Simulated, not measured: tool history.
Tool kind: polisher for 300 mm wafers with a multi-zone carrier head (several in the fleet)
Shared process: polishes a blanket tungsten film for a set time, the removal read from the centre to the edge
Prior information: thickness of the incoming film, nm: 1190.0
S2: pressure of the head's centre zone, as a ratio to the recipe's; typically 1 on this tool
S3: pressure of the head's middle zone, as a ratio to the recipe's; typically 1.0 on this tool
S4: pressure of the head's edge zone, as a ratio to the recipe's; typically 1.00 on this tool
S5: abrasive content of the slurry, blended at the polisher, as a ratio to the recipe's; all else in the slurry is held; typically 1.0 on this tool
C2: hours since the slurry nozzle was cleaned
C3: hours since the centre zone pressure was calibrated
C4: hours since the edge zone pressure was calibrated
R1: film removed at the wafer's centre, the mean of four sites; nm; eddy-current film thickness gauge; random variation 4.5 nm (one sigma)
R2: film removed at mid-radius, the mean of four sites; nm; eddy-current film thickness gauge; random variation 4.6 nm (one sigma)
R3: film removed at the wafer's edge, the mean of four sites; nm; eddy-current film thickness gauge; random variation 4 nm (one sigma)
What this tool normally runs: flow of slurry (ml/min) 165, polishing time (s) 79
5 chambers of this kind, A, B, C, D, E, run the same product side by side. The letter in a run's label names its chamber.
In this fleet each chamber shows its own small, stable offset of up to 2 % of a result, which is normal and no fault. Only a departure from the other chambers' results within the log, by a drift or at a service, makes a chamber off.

run 1D hour=6.8 | flow_of_slurry_(ml/min)=165 S2=1 S3=1.0 S4=1.00 S5=1.0 polishing_time_(s)=79 | wafers_polished_on_this_pad=208 C2=285.9 C3=188.8 C4=165.6 | R1=358.01 R2=350.37 R3=361.35
run 2E hour=13.6 | flow_of_slurry_(ml/min)=165 S2=1 S3=1.0 S4=1.00 S5=1.0 polishing_time_(s)=79 | wafers_polished_on_this_pad=311 C2=213.3 C3=510.5 C4=150.8 | R1=349.49 R2=353.74 R3=365.98
run 3B hour=20.0 | flow_of_slurry_(ml/min)=165 S2=1 S3=1.0 S4=1.00 S5=1.0 polishing_time_(s)=79 | wafers_polished_on_this_pad=379 C2=532.9 C3=729.6 C4=723.5 | R1=354.29 R2=357.67 R3=352.30
-- hour=26.2 chamber C: centre zone pressure recalibrated
run 4C hour=30.5 | flow_of_slurry_(ml/min)=165 S2=1 S3=1.0 S4=1.00 S5=1.0 polishing_time_(s)=79 | wafers_polished_on_this_pad=456 C2=614.8 C3=4.3 C4=316.7 | R1=363.28 R2=357.35 R3=365.55
run 5A hour=43.4 | flow_of_slurry_(ml/min)=165 S2=1 S3=1.0 S4=1.10 S5=1.0 polishing_time_(s)=79 | wafers_polished_on_this_pad=776 C2=95.4 C3=590.1 C4=416.6 | R1=357.14 R2=356.80 R3=375.74
run 6A hour=54.0 | flow_of_slurry_(ml/min)=165 S2=1 S3=1.0 S4=1.10 S5=1.0 polishing_time_(s)=79 | wafers_polished_on_this_pad=837 C2=106.0 C3=600.7 C4=427.2 | R1=357.78 R2=353.48 R3=366.69
run 7D hour=61.7 | flow_of_slurry_(ml/min)=165 S2=1 S3=1.0 S4=1.10 S5=1.0 polishing_time_(s)=79 | wafers_polished_on_this_pad=523 C2=340.8 C3=243.7 C4=220.5 | R1=356.22 R2=367.68 R3=372.71
-- hour=65.5 chamber D: slurry nozzle cleaned
run 8E hour=67.9 | flow_of_slurry_(ml/min)=165 S2=1 S3=1.0 S4=1.10 S5=1.0 polishing_time_(s)=79 | wafers_polished_on_this_pad=622 C2=267.6 C3=564.8 C4=205.1 | R1=355.76 R2=343.81 R3=384.84
-- hour=71.4 chamber C: worn pad replaced by a new one
-- hour=72.0 chamber D: worn pad replaced by a new one
run 9B hour=78.1 | flow_of_slurry_(ml/min)=165 S2=1 S3=1.0 S4=1.10 S5=1.0 polishing_time_(s)=79 | wafers_polished_on_this_pad=712 C2=591.0 C3=787.7 C4=781.6 | R1=360.15 R2=352.35 R3=376.24
-- hour=82.2 chamber C: edge zone pressure recalibrated
run 10C hour=84.1 | flow_of_slurry_(ml/min)=165 S2=1 S3=1.0 S4=1.00 S5=1.0 polishing_time_(s)=79 | wafers_polished_on_this_pad=73 C2=668.4 C3=57.9 C4=1.9 | R1=356.97 R2=355.60 R3=359.12
-- hour=87.2 chamber A: worn pad replaced by a new one
run 11E hour=94.5 | flow_of_slurry_(ml/min)=165 S2=1 S3=1.0 S4=1.00 S5=1.0 polishing_time_(s)=79 | wafers_polished_on_this_pad=775 C2=294.2 C3=591.4 C4=231.7 | R1=345.24 R2=347.97 R3=368.76
run 12B hour=103.2 | flow_of_slurry_(ml/min)=165 S2=1 S3=1.1 S4=1.00 S5=1.0 polishing_time_(s)=79 | wafers_polished_on_this_pad=856 C2=616.1 C3=812.8 C4=806.7 | R1=363.18 R2=392.21 R3=359.39
-- hour=111.3 chamber B: slurry nozzle cleaned
run 13A hour=115.4 | flow_of_slurry_(ml/min)=165 S2=1 S3=1.1 S4=1.00 S5=1.0 polishing_time_(s)=79 | wafers_polished_on_this_pad=161 C2=167.4 C3=662.1 C4=488.6 | R1=363.65 R2=392.59 R3=351.84
run 14D hour=128.5 | flow_of_slurry_(ml/min)=165 S2=1 S3=1.1 S4=1.00 S5=1.0 polishing_time_(s)=79 | wafers_polished_on_this_pad=324 C2=63.0 C3=310.5 C4=287.3 | R1=345.66 R2=396.46 R3=355.23
run 15C hour=139.6 | flow_of_slurry_(ml/min)=165 S2=1 S3=1.1 S4=1.00 S5=1.0 polishing_time_(s)=79 | wafers_polished_on_this_pad=391 C2=723.9 C3=113.4 C4=57.4 | R1=354.34 R2=393.82 R3=363.70
-- hour=142.7 chamber B: worn pad replaced by a new one
run 16D hour=151.6 | flow_of_slurry_(ml/min)=165 S2=1 S3=1.1 S4=1.00 S5=1.0 polishing_time_(s)=79 | wafers_polished_on_this_pad=456 C2=86.1 C3=333.6 C4=310.4 | R1=363.38 R2=383.99 R3=348.14
run 17C hour=160.2 | flow_of_slurry_(ml/min)=165 S2=1 S3=1.0 S4=1.00 S5=1.0 polishing_time_(s)=79 | wafers_polished_on_this_pad=509 C2=744.5 C3=134.0 C4=78.0 | R1=361.29 R2=354.07 R3=366.10
-- hour=163.4 chamber C: slurry nozzle cleaned
run 18B hour=171.0 | flow_of_slurry_(ml/min)=165 S2=1 S3=1.0 S4=1.00 S5=1.0 polishing_time_(s)=79 | wafers_polished_on_this_pad=162 C2=59.7 C3=880.6 C4=874.5 | R1=354.17 R2=361.71 R3=358.36
run 19A hour=183.2 | flow_of_slurry_(ml/min)=165 S2=1 S3=1.0 S4=1.00 S5=1.0 polishing_time_(s)=79 | wafers_polished_on_this_pad=550 C2=235.2 C3=729.9 C4=556.4 | R1=355.44 R2=348.79 R3=356.40
-- hour=184.8 chamber D: worn pad replaced by a new one
run 20E hour=190.8 | flow_of_slurry_(ml/min)=165 S2=1 S3=1.0 S4=1.00 S5=1.0 polishing_time_(s)=79 | wafers_polished_on_this_pad=1327 C2=390.5 C3=687.7 C4=328.0 | R1=337.39 R2=347.47 R3=359.90
-- hour=193.8 chamber C: worn pad replaced by a new one
run 21A hour=203.6 | flow_of_slurry_(ml/min)=165 S2=1 S3=1.0 S4=1.00 S5=1.0 polishing_time_(s)=79 | wafers_polished_on_this_pad=667 C2=255.6 C3=750.3 C4=576.8 | R1=350.17 R2=351.20 R3=361.95
run 22D hour=214.2 | flow_of_slurry_(ml/min)=165 S2=1 S3=1.0 S4=1.00 S5=1.0 polishing_time_(s)=79 | wafers_polished_on_this_pad=168 C2=148.7 C3=396.2 C4=373.0 | R1=355.97 R2=358.06 R3=349.96
-- hour=215.2 chamber E: worn pad replaced by a new one
run 23C hour=223.3 | flow_of_slurry_(ml/min)=165 S2=1 S3=1.0 S4=1.00 S5=1.0 polishing_time_(s)=79 | wafers_polished_on_this_pad=169 C2=59.9 C3=197.1 C4=141.1 | R1=361.90 R2=358.43 R3=365.06
-- hour=230.1 chamber B: centre zone pressure recalibrated
run 24B hour=232.2 | flow_of_slurry_(ml/min)=165 S2=1 S3=1.0 S4=1.00 S5=1.0 polishing_time_(s)=79 | wafers_polished_on_this_pad=513 C2=120.9 C3=2.1 C4=935.7 | R1=349.33 R2=359.10 R3=355.45
run 25E hour=241.3 | flow_of_slurry_(ml/min)=165 S2=1 S3=1.0 S4=1.00 S5=1.0 polishing_time_(s)=79 | wafers_polished_on_this_pad=149 C2=441.0 C3=738.2 C4=378.5 | R1=329.01 R2=354.20 R3=366.94
run 26D hour=249.1 | flow_of_slurry_(ml/min)=165 S2=1 S3=1.0 S4=1.00 S5=0.8 polishing_time_(s)=79 | wafers_polished_on_this_pad=368 C2=183.6 C3=431.1 C4=407.9 | R1=336.26 R2=343.31 R3=337.63
run 27C hour=258.0 | flow_of_slurry_(ml/min)=165 S2=1 S3=1.0 S4=1.00 S5=0.8 polishing_time_(s)=79 | wafers_polished_on_this_pad=368 C2=94.6 C3=231.8 C4=175.8 | R1=338.36 R2=333.38 R3=345.20
run 28E hour=265.9 | flow_of_slurry_(ml/min)=165 S2=1 S3=1.0 S4=1.00 S5=0.8 polishing_time_(s)=79 | wafers_polished_on_this_pad=290 C2=465.6 C3=762.8 C4=403.1 | R1=314.56 R2=331.98 R3=349.32
run 29A hour=273.3 | flow_of_slurry_(ml/min)=165 S2=1 S3=1.0 S4=1.00 S5=0.8 polishing_time_(s)=79 | wafers_polished_on_this_pad=1067 C2=325.3 C3=820.0 C4=646.5 | R1=331.54 R2=331.49 R3=336.41
run 30B hour=286.4 | flow_of_slurry_(ml/min)=165 S2=1 S3=1.0 S4=1.00 S5=0.8 polishing_time_(s)=79 | wafers_polished_on_this_pad=824 C2=175.1 C3=56.3 C4=989.9 | R1=339.56 R2=344.29 R3=341.62
-- hour=293.9 chamber D: worn pad replaced by a new one
-- hour=297.9 chamber A: worn pad replaced by a new one
run 31A hour=299.6 | flow_of_slurry_(ml/min)=165 S2=1 S3=1.0 S4=1.00 S5=1.0 polishing_time_(s)=79 | wafers_polished_on_this_pad=10 C2=351.6 C3=846.3 C4=672.8 | R1=363.19 R2=356.45 R3=360.17
run 32D hour=305.5 | flow_of_slurry_(ml/min)=165 S2=1 S3=1.0 S4=1.00 S5=1.0 polishing_time_(s)=79 | wafers_polished_on_this_pad=66 C2=240.0 C3=487.5 C4=464.3 | R1=357.88 R2=360.14 R3=356.31
run 33C hour=315.0 | flow_of_slurry_(ml/min)=165 S2=1 S3=1.0 S4=1.00 S5=1.0 polishing_time_(s)=79 | wafers_polished_on_this_pad=695 C2=151.6 C3=288.8 C4=232.8 | R1=362.21 R2=358.37 R3=362.20
run 34B hour=325.5 | flow_of_slurry_(ml/min)=165 S2=1 S3=1.0 S4=1.00 S5=1.0 polishing_time_(s)=79 | wafers_polished_on_this_pad=1048 C2=214.2 C3=95.4 C4=1029.0 | R1=351.69 R2=358.51 R3=356.79
-- hour=333.2 chamber B: worn pad replaced by a new one
run 35E hour=335.2 | flow_of_slurry_(ml/min)=165 S2=1 S3=1.0 S4=1.00 S5=1.0 polishing_time_(s)=79 | wafers_polished_on_this_pad=688 C2=534.9 C3=832.1 C4=472.4 | R1=320.20 R2=356.31 R3=367.59
-- hour=336.9 chamber C: worn pad replaced by a new one
run 36B hour=341.3 | flow_of_slurry_(ml/min)=165 S2=1 S3=1.0 S4=1.00 S5=1.0 polishing_time_(s)=79 | wafers_polished_on_this_pad=46 C2=230.0 C3=111.2 C4=1044.8 | R1=361.24 R2=354.36 R3=360.32
run 37C hour=351.0 | flow_of_slurry_(ml/min)=165 S2=1 S3=1.0 S4=0.89 S5=1.0 polishing_time_(s)=104 | wafers_polished_on_this_pad=81 C2=187.6 C3=324.8 C4=268.8 | R1=467.65 R2=470.33 R3=449.27
-- hour=360.7 chamber A: centre zone pressure recalibrated
run 38D hour=362.3 | flow_of_slurry_(ml/min)=165 S2=1 S3=1.0 S4=0.89 S5=1.0 polishing_time_(s)=104 | wafers_polished_on_this_pad=392 C2=296.8 C3=544.3 C4=521.1 | R1=465.34 R2=457.91 R3=440.19
run 39E hour=373.2 | flow_of_slurry_(ml/min)=165 S2=1 S3=1.0 S4=0.89 S5=1.0 polishing_time_(s)=104 | wafers_polished_on_this_pad=906 C2=572.9 C3=870.1 C4=510.4 | R1=416.27 R2=462.91 R3=452.89
run 40A hour=379.8 | flow_of_slurry_(ml/min)=165 S2=1 S3=1.0 S4=0.89 S5=1.0 polishing_time_(s)=104 | wafers_polished_on_this_pad=470 C2=431.8 C3=19.2 C4=753.0 | R1=471.57 R2=477.97 R3=441.22
run 41E hour=389.2 | flow_of_slurry_(ml/min)=165 S2=1 S3=1.0 S4=0.89 S5=1.0 polishing_time_(s)=104 | wafers_polished_on_this_pad=998 C2=588.9 C3=886.1 C4=526.4 | R1=417.13 R2=470.98 R3=449.59
run 42A hour=401.5 | flow_of_slurry_(ml/min)=165 S2=1 S3=1.0 S4=1.00 S5=1.0 polishing_time_(s)=79 | wafers_polished_on_this_pad=594 C2=453.5 C3=40.9 C4=774.7 | R1=353.67 R2=351.06 R3=358.75

Does one chamber stand apart from the rest, does the shared gauge drift, or is all well apart from small per-chamber offsets? Give the chamber and the most likely cause, where there is one.

Chamber E drifts away from the others.
Likeliest cause: centre zone's pressure below its setpoint, % = 10.1.

Here are 4 candidates for chamber E's next run, each the usual settings with a change, their results left as question marks. Which one brings its results back in line with what the others give on the usual settings?
Counts as in line when no further than this from what the other chambers average on the usual settings: R1 16.00 nm; R2 16.00 nm; R3 14.00 nm
run 43E-1 hour=411.3 | flow_of_slurry_(ml/min)=170 S2=1.04 S3=1.0 S4=0.98 S5=1.0 polishing_time_(s)=79 | R1=? R2=? R3=?
run 43E-2 hour=411.3 | flow_of_slurry_(ml/min)=175 S2=1.10 S3=1.0 S4=0.95 S5=1.0 polishing_time_(s)=79 | R1=? R2=? R3=?
run 43E-3 hour=411.3 | flow_of_slurry_(ml/min)=155 S2=0.90 S3=1.0 S4=1.05 S5=1.0 polishing_time_(s)=79 | R1=? R2=? R3=?
run 43E-4 hour=411.3 | flow_of_slurry_(ml/min)=160 S2=0.96 S3=1.0 S4=1.02 S5=1.0 polishing_time_(s)=79 | R1=? R2=? R3=?

The other chambers' mean on the usual settings: R1 357.01 nm; R2 357.13 nm; R3 357.13 nm
run=43E-1 R1=328.22 R2=357.75 R3=359.79
run=43E-2 R1=350.79 R2=359.39 R3=355.39
run=43E-3 R1=274.88 R2=352.16 R3=368.55
run=43E-4 R1=297.11 R2=354.11 R3=364.50
The right change is 43E-2: it brings the chamber back within the allowed miss of the others.

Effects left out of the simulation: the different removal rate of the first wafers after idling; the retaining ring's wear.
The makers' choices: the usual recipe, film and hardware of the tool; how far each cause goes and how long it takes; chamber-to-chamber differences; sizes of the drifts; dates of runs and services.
